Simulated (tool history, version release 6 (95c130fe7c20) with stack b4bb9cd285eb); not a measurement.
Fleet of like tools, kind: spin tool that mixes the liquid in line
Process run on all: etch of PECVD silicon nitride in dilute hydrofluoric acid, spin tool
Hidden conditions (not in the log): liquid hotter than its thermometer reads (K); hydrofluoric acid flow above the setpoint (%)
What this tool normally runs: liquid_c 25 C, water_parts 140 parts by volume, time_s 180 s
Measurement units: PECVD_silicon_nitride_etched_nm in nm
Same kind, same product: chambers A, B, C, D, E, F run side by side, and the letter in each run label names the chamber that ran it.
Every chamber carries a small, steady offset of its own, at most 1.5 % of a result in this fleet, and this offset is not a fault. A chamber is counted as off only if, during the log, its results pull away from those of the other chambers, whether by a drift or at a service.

run   hour  liquid_c  water_parts  time_s  hours since the thermometer was replaced  hours since the hydrofluoric acid flow meter was replaced  read-back film thickness of the PECVD silicon nitride reference wafer, read on the same gauge (nm)  PECVD_silicon_nitride_etched_nm
 1C    7.6        25          140     180                                     199.9                                                     1052.9                                                                                              90.056                           5.0312
 2F   14.8        25          140     180                                     159.8                                                       15.7                                                                                              90.042                           4.9892
 3B   19.9        25          140     180                                     469.3                                                      597.6                                                                                              90.037                           5.0461
 4D   28.4        25          140     180                                    1724.5                                                      230.5                                                                                              89.997                            5.046
 5A   39.1        25          140     180                                    1152.8                                                      777.7                                                                                              89.992                           5.1006
 6E   44.3        25          140     180                                     745.9                                                     1775.9                                                                                              89.998                           5.0678
 7B   50.5        25          140     180                                     499.9                                                      628.2                                                                                              90.001                           5.0599
 8D   55.9        25           85      85                                      1752                                                        258                                                                                               89.97                           3.8968
 9F   65.9        25           85      85                                     210.9                                                       66.8                                                                                              90.011                           3.9251
10A   74.3        25           85      85                                      1188                                                      812.9                                                                                              90.002                           3.8963
11E     82        25           85      85                                     783.6                                                     1813.6                                                                                              90.004                           3.9134
12C   92.4        25           85      85                                     284.7                                                     1137.7                                                                                              90.018                            3.933
13C    100        25           85      85                                     292.3                                                     1145.3                                                                                              90.003                           3.9409
14D  110.7        25          140     180                                    1806.8                                                      312.8                                                                                              89.972                           4.9951
15E  117.9        25          140     180                                     819.5                                                     1849.5                                                                                              89.994                           5.0383
16B  129.3        25           75     180                                     578.7                                                        707                                                                                              90.001                           9.4193
17A  136.1        25           75     180                                    1249.8                                                      874.7                                                                                              90.049                            9.333
18F  147.8        25           75     180                                     292.8                                                      148.7                                                                                               90.01                           9.3735
     149.8  -- chamber B: hydrofluoric acid flow meter replaced
19A  155.6        25           75     180                                    1269.3                                                      894.2                                                                                              89.941                           9.3694
20D  167.3        25           75     180                                    1863.4                                                      369.4                                                                                              90.035                           9.3333
21F  176.9        25           75     180                                     321.9                                                      177.8                                                                                              89.982                           9.3358
     186.8  -- chamber C: hydrofluoric acid flow meter replaced
22B  188.6        25          140     180                                       638                                                       38.9                                                                                              89.955                           5.0225
23E    195        25          140     180                                     896.6                                                     1926.6                                                                                              89.959                           5.0616
24C  204.3        25          175     180                                     396.6                                                       17.6                                                                                              89.988                           4.0025
25E  212.2        25          175     180                                     913.8                                                     1943.8                                                                                              89.972                           4.0337
26D  223.9        25          175     180                                      1920                                                        426                                                                                              89.951                           4.0498
27F  234.4        25          175     180                                     379.4                                                      235.3                                                                                              90.009                           4.0308
     236.2  -- chamber D: thermometer replaced
28C  240.7        25          175     180                                       433                                                         54                                                                                              90.011                           4.0214
29B  249.6        25          175     180                                       699                                                       99.9                                                                                              89.975                           4.0368
30A  255.5        25          140     180                                    1369.2                                                      994.1                                                                                              89.978                           5.2318
31C  262.4        25          140     180                                     454.7                                                       75.7                                                                                               89.96                           5.0016
32F  267.5        25          140     180                                     412.5                                                      268.4                                                                                              89.994                           5.0348
33D  275.7        25          140     180                                      39.6                                                      477.8                                                                                              89.992                            5.031
34B  286.8      26.5          140     180                                     736.2                                                      137.1                                                                                              89.992                           5.5893
35A  293.4      26.5          140     180                                    1407.1                                                       1032                                                                                               90.03                           5.8831
36E  303.5      26.5          140     180                                    1005.1                                                     2035.1                                                                                              89.982                           5.5791
37E  314.2      26.5          140     180                                    1015.8                                                     2045.8                                                                                              90.003                           5.5577
38A  319.7      26.5          140     180                                    1433.4                                                     1058.3                                                                                              90.002                           5.8399
39D  328.2      26.5          140     180                                      92.1                                                      530.3                                                                                              89.988                           5.5719
40F  333.8        25          140     180                                     478.8                                                      334.7                                                                                              90.008                           5.0306
41C  341.1      27.5          140      95                                     533.4                                                      154.4                                                                                              89.979                           3.0875

All chambers now run identical settings, listed one chamber a line with results as question marks. What results will each chamber show?
42A  349.5      27.5          140     180                                                                                                                                                                                                                                         ?
42B  349.5      27.5          140     180                                                                                                                                                                                                                                         ?
42C  349.5      27.5          140     180                                                                                                                                                                                                                                         ?
42D  349.5      27.5          140     180                                                                                                                                                                                                                                         ?
42E  349.5      27.5          140     180                                                                                                                                                                                                                                         ?
42F  349.5      27.5          140     180                                                                                                                                                                                                                                         ?

run  PECVD_silicon_nitride_etched_nm
42A                           6.2751
42B                           5.9017
42C                           5.8983
42D                           5.8759
42E                            5.925
42F                            5.875

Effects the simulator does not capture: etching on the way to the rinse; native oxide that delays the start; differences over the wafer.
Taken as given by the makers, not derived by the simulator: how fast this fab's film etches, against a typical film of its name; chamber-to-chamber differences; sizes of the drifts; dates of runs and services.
